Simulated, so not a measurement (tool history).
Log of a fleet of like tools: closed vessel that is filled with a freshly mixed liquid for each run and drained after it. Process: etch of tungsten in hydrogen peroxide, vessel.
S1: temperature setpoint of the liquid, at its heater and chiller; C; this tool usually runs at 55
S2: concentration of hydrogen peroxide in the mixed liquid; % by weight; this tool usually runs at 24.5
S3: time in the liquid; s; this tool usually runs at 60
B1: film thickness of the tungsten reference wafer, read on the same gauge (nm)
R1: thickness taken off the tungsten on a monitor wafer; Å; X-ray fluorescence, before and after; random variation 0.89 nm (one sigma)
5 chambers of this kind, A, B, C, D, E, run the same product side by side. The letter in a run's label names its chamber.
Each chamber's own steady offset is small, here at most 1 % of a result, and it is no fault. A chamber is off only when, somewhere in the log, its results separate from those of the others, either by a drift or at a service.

run 1A hour=4.8 | S1=55 S2=24.5 S3=60 | B1=29.994 | R1=1060.8
run 2C hour=13.2 | S1=55 S2=24.5 S3=60 | B1=29.993 | R1=1085.5
run 3E hour=19.9 | S1=55 S2=24.5 S3=60 | B1=29.997 | R1=1076.7
run 4D hour=24.4 | S1=55 S2=24.5 S3=60 | B1=29.966 | R1=1075.9
run 5B hour=28.9 | S1=55 S2=24.5 S3=60 | B1=29.973 | R1=1059.1
run 6D hour=35 | S1=55 S2=24.5 S3=60 | B1=29.969 | R1=1084.9
run 7C hour=39.9 | S1=55 S2=24.5 S3=60 | B1=30.026 | R1=1069.5
run 8A hour=47.8 | S1=60 S2=24.5 S3=60 | B1=29.964 | R1=1433.4
run 9B hour=52.5 | S1=60 S2=24.5 S3=60 | B1=30.02 | R1=1446
run 10E hour=59 | S1=60 S2=24.5 S3=60 | B1=30.012 | R1=1407.5
-- hour=63.3 chamber B: peroxide flow meter replaced
run 11C hour=67.9 | S1=60 S2=24.5 S3=60 | B1=29.988 | R1=1454.1
run 12E hour=76.6 | S1=60 S2=24.5 S3=60 | B1=30 | R1=1431.6
run 13B hour=83.5 | S1=55 S2=24.5 S3=60 | B1=29.984 | R1=1057.5
run 14A hour=91 | S1=55 S2=24.5 S3=60 | B1=29.975 | R1=1051.2
run 15D hour=97.4 | S1=55 S2=24.5 S3=60 | B1=30.064 | R1=1066.9
run 16D hour=102.4 | S1=55 S2=24.5 S3=60 | B1=29.98 | R1=1088.9
run 17B hour=109.7 | S1=55 S2=24.5 S3=60 | B1=29.985 | R1=1061.9
run 18E hour=115.5 | S1=55 S2=24.5 S3=60 | B1=30.029 | R1=1061.9
run 19A hour=121.1 | S1=55 S2=24.5 S3=60 | B1=30.054 | R1=1070.8
run 20C hour=129.4 | S1=55 S2=24.5 S3=60 | B1=30.011 | R1=1102.4
run 21B hour=137.1 | S1=55 S2=24.5 S3=60 | B1=30.009 | R1=1052.2
run 22C hour=145.3 | S1=55 S2=24.5 S3=60 | B1=30.003 | R1=1107.6
run 23E hour=154.1 | S1=55 S2=26.5 S3=60 | B1=29.999 | R1=1098.6
-- hour=155.2 chamber D: thermometer replaced
run 24A hour=160.3 | S1=55 S2=26.5 S3=60 | B1=29.965 | R1=1114.1
run 25D hour=168.7 | S1=55 S2=26.5 S3=60 | B1=30.005 | R1=1115.1
run 26A hour=173.3 | S1=55 S2=26.5 S3=60 | B1=30.018 | R1=1094.8
run 27C hour=178.5 | S1=55 S2=26.5 S3=60 | B1=29.949 | R1=1160.7
run 28D hour=182.6 | S1=55 S2=24.5 S3=60 | B1=29.987 | R1=1072.9
run 29B hour=187 | S1=55 S2=24.5 S3=60 | B1=29.991 | R1=1070.1
run 30E hour=193.8 | S1=55 S2=24.5 S3=60 | B1=30.028 | R1=1073.4
run 31D hour=198.8 | S1=55 S2=24.5 S3=45 | B1=29.973 | R1=802.32
run 32A hour=206.4 | S1=55 S2=24.5 S3=45 | B1=29.988 | R1=792
run 33C hour=213.4 | S1=55 S2=24.5 S3=45 | B1=29.971 | R1=844.11
run 34E hour=218.5 | S1=55 S2=24.5 S3=45 | B1=29.994 | R1=808.29
run 35B hour=223.2 | S1=55 S2=24.5 S3=45 | B1=30.009 | R1=792.47
run 36A hour=227.7 | S1=55 S2=24.5 S3=75 | B1=30.007 | R1=1326.1
run 37B hour=233.7 | S1=55 S2=24.5 S3=75 | B1=29.985 | R1=1343.6
-- hour=234.7 chamber D: peroxide flow meter replaced
run 38D hour=237.9 | S1=55 S2=24.5 S3=75 | B1=29.989 | R1=1328.9
run 39E hour=242.5 | S1=55 S2=24.5 S3=75 | B1=30.04 | R1=1338.4
run 40C hour=249 | S1=55 S2=24.5 S3=75 | B1=30.04 | R1=1407.8
run 41B hour=256.3 | S1=55 S2=24.5 S3=60 | B1=29.989 | R1=1042.6
run 42C hour=261 | S1=55 S2=24.5 S3=60 | B1=29.993 | R1=1139.5
run 43D hour=268.8 | S1=55 S2=24.5 S3=60 | B1=29.963 | R1=1077.6
run 44E hour=273.4 | S1=55 S2=24.5 S3=60 | B1=29.983 | R1=1074.1

Which is it: a chamber that has drifted or been left off by a service, a gauge drift common to all chambers, or only each chamber's usual small offset? If a chamber is off, name it and its likeliest cause.

It is chamber C that slowly wanders off from its peers.
What lies behind it: liquid hotter than its thermometer reads (K) = 1.01.
The log may not separate it from: peroxide flow above the setpoint (%).

Which of the 4 candidates below, each the usual settings with something changed and its results left as question marks, puts chamber C back in line with what the other chambers give on the usual settings?
In line here means within this much of the mean the other chambers give on the usual settings: R1 31 Å
run 45C-1 hour=279.9 | S1=57 S2=24.5 S3=60 | R1=?
run 45C-2 hour=279.9 | S1=55 S2=21 S3=60 | R1=?
run 45C-3 hour=279.9 | S1=55 S2=24.5 S3=65 | R1=?
run 45C-4 hour=279.9 | S1=53 S2=24 S3=60 | R1=?

The mean the other chambers reach with the usual settings: R1 1064.6 Å
run=45C-1 R1=1286.1
run=45C-2 R1=1058.1
run=45C-3 R1=1238.6
run=45C-4 R1=1005.1
The right change is 45C-2: it brings the chamber back within the allowed miss of the others.
